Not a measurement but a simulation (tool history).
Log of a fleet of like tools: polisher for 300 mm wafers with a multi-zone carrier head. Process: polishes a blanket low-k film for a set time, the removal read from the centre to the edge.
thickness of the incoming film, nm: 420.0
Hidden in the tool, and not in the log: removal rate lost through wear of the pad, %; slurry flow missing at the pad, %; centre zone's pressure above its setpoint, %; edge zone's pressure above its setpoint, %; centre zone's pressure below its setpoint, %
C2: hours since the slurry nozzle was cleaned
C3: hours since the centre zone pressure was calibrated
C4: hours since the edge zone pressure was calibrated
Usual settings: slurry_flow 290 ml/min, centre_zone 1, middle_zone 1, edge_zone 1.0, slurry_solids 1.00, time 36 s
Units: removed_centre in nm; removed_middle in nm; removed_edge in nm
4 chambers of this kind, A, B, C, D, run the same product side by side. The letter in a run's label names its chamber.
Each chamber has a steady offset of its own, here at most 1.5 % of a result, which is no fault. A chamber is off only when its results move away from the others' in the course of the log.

{"run": "1A", "day": 0.183, "slurry_flow": 290, "centre_zone": 1, "middle_zone": 1, "edge_zone": 1.0, "slurry_solids": 1.0, "time": 36, "wafers polished on this pad": 1586, "C2": 614.0, "C3": 698.9, "C4": 268.0, "removed_centre": 15.207, "removed_middle": 15.432, "removed_edge": 15.458}
{"day": 0.238, "done": "chamber A: worn pad replaced by a new one"}
{"run": "2B", "day": 0.429, "slurry_flow": 290, "centre_zone": 1, "middle_zone": 1, "edge_zone": 1.0, "slurry_solids": 1.0, "time": 36, "wafers polished on this pad": 1349, "C2": 444.6, "C3": 1222.7, "C4": 227.6, "removed_centre": 15.072, "removed_middle": 15.699, "removed_edge": 15.593}
{"run": "3C", "day": 0.583, "slurry_flow": 290, "centre_zone": 1, "middle_zone": 1, "edge_zone": 1.0, "slurry_solids": 1.0, "time": 36, "wafers polished on this pad": 740, "C2": 794.9, "C3": 276.0, "C4": 1188.4, "removed_centre": 15.723, "removed_middle": 15.435, "removed_edge": 15.329}
{"day": 0.617, "done": "chamber C: slurry nozzle cleaned"}
{"run": "4D", "day": 0.771, "slurry_flow": 290, "centre_zone": 1, "middle_zone": 1, "edge_zone": 1.0, "slurry_solids": 1.0, "time": 36, "wafers polished on this pad": 621, "C2": 191.8, "C3": 631.1, "C4": 106.2, "removed_centre": 15.549, "removed_middle": 15.262, "removed_edge": 15.48}
{"run": "5C", "day": 0.958, "slurry_flow": 290, "centre_zone": 1, "middle_zone": 1, "edge_zone": 1.0, "slurry_solids": 1.0, "time": 36, "wafers polished on this pad": 813, "C2": 8.2, "C3": 285.0, "C4": 1197.4, "removed_centre": 15.739, "removed_middle": 15.441, "removed_edge": 15.454}
{"day": 0.971, "done": "chamber C: worn pad replaced by a new one"}
{"run": "6D", "day": 1.188, "slurry_flow": 290, "centre_zone": 1, "middle_zone": 1, "edge_zone": 1.0, "slurry_solids": 1.0, "time": 36, "wafers polished on this pad": 703, "C2": 201.8, "C3": 641.1, "C4": 116.2, "removed_centre": 15.127, "removed_middle": 15.091, "removed_edge": 15.168}
{"run": "7B", "day": 1.433, "slurry_flow": 290, "centre_zone": 1, "middle_zone": 1, "edge_zone": 1.0, "slurry_solids": 1.0, "time": 36, "wafers polished on this pad": 1545, "C2": 468.7, "C3": 1246.8, "C4": 251.7, "removed_centre": 15.312, "removed_middle": 15.553, "removed_edge": 15.477}
{"run": "8A", "day": 1.546, "slurry_flow": 290, "centre_zone": 1, "middle_zone": 1, "edge_zone": 1.0, "slurry_solids": 1.0, "time": 36, "wafers polished on this pad": 256, "C2": 646.7, "C3": 731.6, "C4": 300.7, "removed_centre": 15.335, "removed_middle": 15.305, "removed_edge": 15.288}
{"day": 1.612, "done": "chamber B: slurry nozzle cleaned"}
{"run": "9C", "day": 1.771, "slurry_flow": 290, "centre_zone": 1, "middle_zone": 1, "edge_zone": 0.9, "slurry_solids": 1.0, "time": 36, "wafers polished on this pad": 157, "C2": 27.7, "C3": 304.5, "C4": 1216.9, "removed_centre": 15.38, "removed_middle": 15.606, "removed_edge": 14.762}
{"run": "10A", "day": 1.946, "slurry_flow": 290, "centre_zone": 1, "middle_zone": 1, "edge_zone": 0.9, "slurry_solids": 1.0, "time": 36, "wafers polished on this pad": 334, "C2": 656.3, "C3": 741.2, "C4": 310.3, "removed_centre": 15.142, "removed_middle": 15.363, "removed_edge": 14.719}
{"day": 2.171, "done": "chamber B: worn pad replaced by a new one"}
{"run": "11D", "day": 2.171, "slurry_flow": 290, "centre_zone": 1, "middle_zone": 1, "edge_zone": 0.9, "slurry_solids": 1.0, "time": 36, "wafers polished on this pad": 896, "C2": 225.4, "C3": 664.7, "C4": 139.8, "removed_centre": 15.62, "removed_middle": 15.255, "removed_edge": 14.227}
{"run": "12B", "day": 2.35, "slurry_flow": 290, "centre_zone": 1, "middle_zone": 1, "edge_zone": 0.9, "slurry_solids": 1.0, "time": 36, "wafers polished on this pad": 35, "C2": 17.8, "C3": 1268.8, "C4": 273.7, "removed_centre": 14.898, "removed_middle": 15.512, "removed_edge": 14.455}
{"run": "13C", "day": 2.525, "slurry_flow": 290, "centre_zone": 1, "middle_zone": 1, "edge_zone": 1.0, "slurry_solids": 1.0, "time": 36, "wafers polished on this pad": 304, "C2": 45.8, "C3": 322.6, "C4": 1235.0, "removed_centre": 15.58, "removed_middle": 15.318, "removed_edge": 15.182}
{"day": 2.654, "done": "chamber D: worn pad replaced by a new one"}
{"run": "14D", "day": 2.688, "slurry_flow": 290, "centre_zone": 1, "middle_zone": 1, "edge_zone": 1.0, "slurry_solids": 1.0, "time": 36, "wafers polished on this pad": 6, "C2": 237.8, "C3": 677.1, "C4": 152.2, "removed_centre": 15.547, "removed_middle": 15.208, "removed_edge": 15.246}
{"run": "15B", "day": 2.8, "slurry_flow": 290, "centre_zone": 1, "middle_zone": 1, "edge_zone": 1.0, "slurry_solids": 1.0, "time": 36, "wafers polished on this pad": 123, "C2": 28.6, "C3": 1279.6, "C4": 284.5, "removed_centre": 15.502, "removed_middle": 15.497, "removed_edge": 15.404}
{"run": "16A", "day": 2.975, "slurry_flow": 290, "centre_zone": 1, "middle_zone": 1, "edge_zone": 1.0, "slurry_solids": 1.0, "time": 36, "wafers polished on this pad": 536, "C2": 681.0, "C3": 765.9, "C4": 335.0, "removed_centre": 15.564, "removed_middle": 15.318, "removed_edge": 15.346}
{"run": "17C", "day": 3.225, "slurry_flow": 290, "centre_zone": 1, "middle_zone": 1, "edge_zone": 1.0, "slurry_solids": 1.0, "time": 36, "wafers polished on this pad": 442, "C2": 62.6, "C3": 339.4, "C4": 1251.8, "removed_centre": 15.189, "removed_middle": 15.367, "removed_edge": 15.265}
{"run": "18B", "day": 3.354, "slurry_flow": 290, "centre_zone": 1, "middle_zone": 1, "edge_zone": 1.0, "slurry_solids": 1.0, "time": 36, "wafers polished on this pad": 231, "C2": 41.9, "C3": 1292.9, "C4": 297.8, "removed_centre": 15.22, "removed_middle": 15.544, "removed_edge": 15.548}
{"run": "19D", "day": 3.496, "slurry_flow": 290, "centre_zone": 1, "middle_zone": 1, "edge_zone": 1.0, "slurry_solids": 1.0, "time": 36, "wafers polished on this pad": 164, "C2": 257.2, "C3": 696.5, "C4": 171.6, "removed_centre": 15.702, "removed_middle": 15.051, "removed_edge": 15.24}
{"run": "20A", "day": 3.675, "slurry_flow": 290, "centre_zone": 1, "middle_zone": 1, "edge_zone": 1.0, "slurry_solids": 1.0, "time": 36, "wafers polished on this pad": 673, "C2": 697.8, "C3": 782.7, "C4": 351.8, "removed_centre": 15.254, "removed_middle": 15.344, "removed_edge": 15.417}
{"day": 3.708, "done": "chamber A: centre zone pressure recalibrated"}
{"run": "21D", "day": 3.892, "slurry_flow": 290, "centre_zone": 1, "middle_zone": 1, "edge_zone": 1.0, "slurry_solids": 1.0, "time": 36, "wafers polished on this pad": 242, "C2": 266.7, "C3": 706.0, "C4": 181.1, "removed_centre": 15.758, "removed_middle": 15.291, "removed_edge": 15.606}
{"run": "22C", "day": 4.075, "slurry_flow": 290, "centre_zone": 1, "middle_zone": 1, "edge_zone": 1.0, "slurry_solids": 1.0, "time": 36, "wafers polished on this pad": 608, "C2": 83.0, "C3": 359.8, "C4": 1272.2, "removed_centre": 15.638, "removed_middle": 15.63, "removed_edge": 15.42}
{"run": "23A", "day": 4.246, "slurry_flow": 290, "centre_zone": 1, "middle_zone": 1, "edge_zone": 1.0, "slurry_solids": 1.0, "time": 36, "wafers polished on this pad": 785, "C2": 711.5, "C3": 12.9, "C4": 365.5, "removed_centre": 15.648, "removed_middle": 15.233, "removed_edge": 15.255}
{"day": 4.312, "done": "chamber B: centre zone pressure recalibrated"}
{"run": "24B", "day": 4.404, "slurry_flow": 290, "centre_zone": 1, "middle_zone": 1, "edge_zone": 1.0, "slurry_solids": 1.0, "time": 36, "wafers polished on this pad": 437, "C2": 67.1, "C3": 2.2, "C4": 323.0, "removed_centre": 17.771, "removed_middle": 15.387, "removed_edge": 15.202}
{"run": "25A", "day": 4.529, "slurry_flow": 290, "centre_zone": 1, "middle_zone": 1, "edge_zone": 1.0, "slurry_solids": 1.0, "time": 36, "wafers polished on this pad": 840, "C2": 718.3, "C3": 19.7, "C4": 372.3, "removed_centre": 15.396, "removed_middle": 15.378, "removed_edge": 15.262}
{"run": "26B", "day": 4.646, "slurry_flow": 290, "centre_zone": 1, "middle_zone": 1, "edge_zone": 1.0, "slurry_solids": 1.0, "time": 36, "wafers polished on this pad": 484, "C2": 72.9, "C3": 8.0, "C4": 328.8, "removed_centre": 17.197, "removed_middle": 15.569, "removed_edge": 15.623}
{"run": "27D", "day": 4.775, "slurry_flow": 290, "centre_zone": 1, "middle_zone": 1, "edge_zone": 1.0, "slurry_solids": 1.0, "time": 43, "wafers polished on this pad": 415, "C2": 287.9, "C3": 727.2, "C4": 202.3, "removed_centre": 18.581, "removed_middle": 18.097, "removed_edge": 17.955}
{"run": "28C", "day": 4.892, "slurry_flow": 290, "centre_zone": 1, "middle_zone": 1, "edge_zone": 1.0, "slurry_solids": 1.0, "time": 43, "wafers polished on this pad": 768, "C2": 102.6, "C3": 379.4, "C4": 1291.8, "removed_centre": 18.336, "removed_middle": 18.214, "removed_edge": 18.305}
{"run": "29C", "day": 5.138, "slurry_flow": 290, "centre_zone": 1, "middle_zone": 1, "edge_zone": 1.0, "slurry_solids": 1.0, "time": 43, "wafers polished on this pad": 816, "C2": 108.5, "C3": 385.3, "C4": 1297.7, "removed_centre": 18.36, "removed_middle": 18.431, "removed_edge": 18.285}
{"run": "30B", "day": 5.258, "slurry_flow": 290, "centre_zone": 1, "middle_zone": 1, "edge_zone": 1.0, "slurry_solids": 1.0, "time": 43, "wafers polished on this pad": 604, "C2": 87.6, "C3": 22.7, "C4": 343.5, "removed_centre": 20.413, "removed_middle": 18.276, "removed_edge": 18.383}
{"day": 5.329, "done": "chamber C: worn pad replaced by a new one"}
{"run": "31D", "day": 5.383, "slurry_flow": 290, "centre_zone": 1, "middle_zone": 1, "edge_zone": 1.0, "slurry_solids": 1.0, "time": 36, "wafers polished on this pad": 534, "C2": 302.5, "C3": 741.8, "C4": 216.9, "removed_centre": 15.504, "removed_middle": 15.208, "removed_edge": 15.231}
{"run": "32A", "day": 5.571, "slurry_flow": 290, "centre_zone": 1, "middle_zone": 1, "edge_zone": 1.0, "slurry_solids": 1.0, "time": 36, "wafers polished on this pad": 1044, "C2": 743.3, "C3": 44.7, "C4": 397.3, "removed_centre": 15.263, "removed_middle": 15.383, "removed_edge": 15.552}
{"run": "33D", "day": 5.779, "slurry_flow": 290, "centre_zone": 1, "middle_zone": 1, "edge_zone": 1.0, "slurry_solids": 1.0, "time": 36, "wafers polished on this pad": 611, "C2": 312.0, "C3": 751.3, "C4": 226.4, "removed_centre": 15.596, "removed_middle": 15.182, "removed_edge": 15.351}
{"run": "34B", "day": 5.9, "slurry_flow": 290, "centre_zone": 1, "middle_zone": 1, "edge_zone": 1.0, "slurry_solids": 1.0, "time": 36, "wafers polished on this pad": 730, "C2": 103.0, "C3": 38.1, "C4": 358.9, "removed_centre": 16.763, "removed_middle": 15.435, "removed_edge": 15.768}
{"run": "35A", "day": 6.121, "slurry_flow": 290, "centre_zone": 1, "middle_zone": 1, "edge_zone": 1.0, "slurry_solids": 1.0, "time": 36, "wafers polished on this pad": 1152, "C2": 756.5, "C3": 57.9, "C4": 410.5, "removed_centre": 15.642, "removed_middle": 15.302, "removed_edge": 15.323}
{"day": 6.325, "done": "chamber A: slurry nozzle cleaned"}
{"run": "36C", "day": 6.358, "slurry_flow": 290, "centre_zone": 1, "middle_zone": 1, "edge_zone": 1.0, "slurry_solids": 1.0, "time": 36, "wafers polished on this pad": 201, "C2": 137.8, "C3": 414.6, "C4": 1327.0, "removed_centre": 15.706, "removed_middle": 15.284, "removed_edge": 15.495}
{"run": "37B", "day": 6.512, "slurry_flow": 290, "centre_zone": 1, "middle_zone": 1, "edge_zone": 1.0, "slurry_solids": 1.0, "time": 36, "wafers polished on this pad": 850, "C2": 117.7, "C3": 52.8, "C4": 373.6, "removed_centre": 17.069, "removed_middle": 15.404, "removed_edge": 15.204}
{"run": "38A", "day": 6.708, "slurry_flow": 290, "centre_zone": 1, "middle_zone": 1, "edge_zone": 1.0, "slurry_solids": 1.0, "time": 36, "wafers polished on this pad": 1267, "C2": 9.3, "C3": 72.0, "C4": 424.6, "removed_centre": 15.39, "removed_middle": 15.584, "removed_edge": 15.43}
{"run": "39C", "day": 6.842, "slurry_flow": 290, "centre_zone": 1, "middle_zone": 1, "edge_zone": 1.0, "slurry_solids": 1.0, "time": 36, "wafers polished on this pad": 296, "C2": 149.4, "C3": 426.2, "C4": 1338.6, "removed_centre": 15.304, "removed_middle": 15.448, "removed_edge": 15.414}
{"run": "40D", "day": 7.058, "slurry_flow": 260, "centre_zone": 1, "middle_zone": 1, "edge_zone": 1.0, "slurry_solids": 1.0, "time": 27, "wafers polished on this pad": 862, "C2": 342.7, "C3": 782.0, "C4": 257.1, "removed_centre": 11.443, "removed_middle": 11.215, "removed_edge": 11.467}
{"run": "41C", "day": 7.258, "slurry_flow": 260, "centre_zone": 1, "middle_zone": 1, "edge_zone": 1.0, "slurry_solids": 1.0, "time": 27, "wafers polished on this pad": 377, "C2": 159.4, "C3": 436.2, "C4": 1348.6, "removed_centre": 11.373, "removed_middle": 11.406, "removed_edge": 11.384}

What goes on in this fleet: one chamber off, a drifting gauge, or nothing beyond the chambers' own small offsets? Name the chamber and the cause, if any.

A service left chamber B off against the others.
Cause: centre zone's pressure above its setpoint, % = 11.1.

Here are 4 candidates for chamber B's next run, each the usual settings with a change, their results left as question marks. Which one brings its results back in line with what the others give on the usual settings?
In line means no further than this from the other chambers' mean on the usual settings: removed_centre 0.720 nm; removed_middle 0.370 nm; removed_edge 0.690 nm
{"run": "42B-1", "day": 7.438, "slurry_flow": 295, "centre_zone": 1.07, "middle_zone": 0.98, "edge_zone": 0.98, "slurry_solids": 1.0, "time": 37, "removed_centre": "?", "removed_middle": "?", "removed_edge": "?"}
{"run": "42B-2", "day": 7.438, "slurry_flow": 300, "centre_zone": 1.15, "middle_zone": 0.96, "edge_zone": 0.95, "slurry_solids": 1.0, "time": 38, "removed_centre": "?", "removed_middle": "?", "removed_edge": "?"}
{"run": "42B-3", "day": 7.438, "slurry_flow": 285, "centre_zone": 0.93, "middle_zone": 1.02, "edge_zone": 1.02, "slurry_solids": 1.0, "time": 35, "removed_centre": "?", "removed_middle": "?", "removed_edge": "?"}
{"run": "42B-4", "day": 7.438, "slurry_flow": 280, "centre_zone": 0.86, "middle_zone": 1.04, "edge_zone": 1.04, "slurry_solids": 1.0, "time": 34, "removed_centre": "?", "removed_middle": "?", "removed_edge": "?"}

The other chambers' mean on the usual settings: removed_centre 15.446 nm; removed_middle 15.349 nm; removed_edge 15.303 nm
run=42B-1 removed_centre=19.287 removed_middle=15.677 removed_edge=15.902
run=42B-2 removed_centre=21.464 removed_middle=15.813 removed_edge=16.097
run=42B-3 removed_centre=15.578 removed_middle=15.352 removed_edge=15.312
run=42B-4 removed_centre=13.843 removed_middle=15.165 removed_edge=15.003
42B-3 brings the chamber back in line.

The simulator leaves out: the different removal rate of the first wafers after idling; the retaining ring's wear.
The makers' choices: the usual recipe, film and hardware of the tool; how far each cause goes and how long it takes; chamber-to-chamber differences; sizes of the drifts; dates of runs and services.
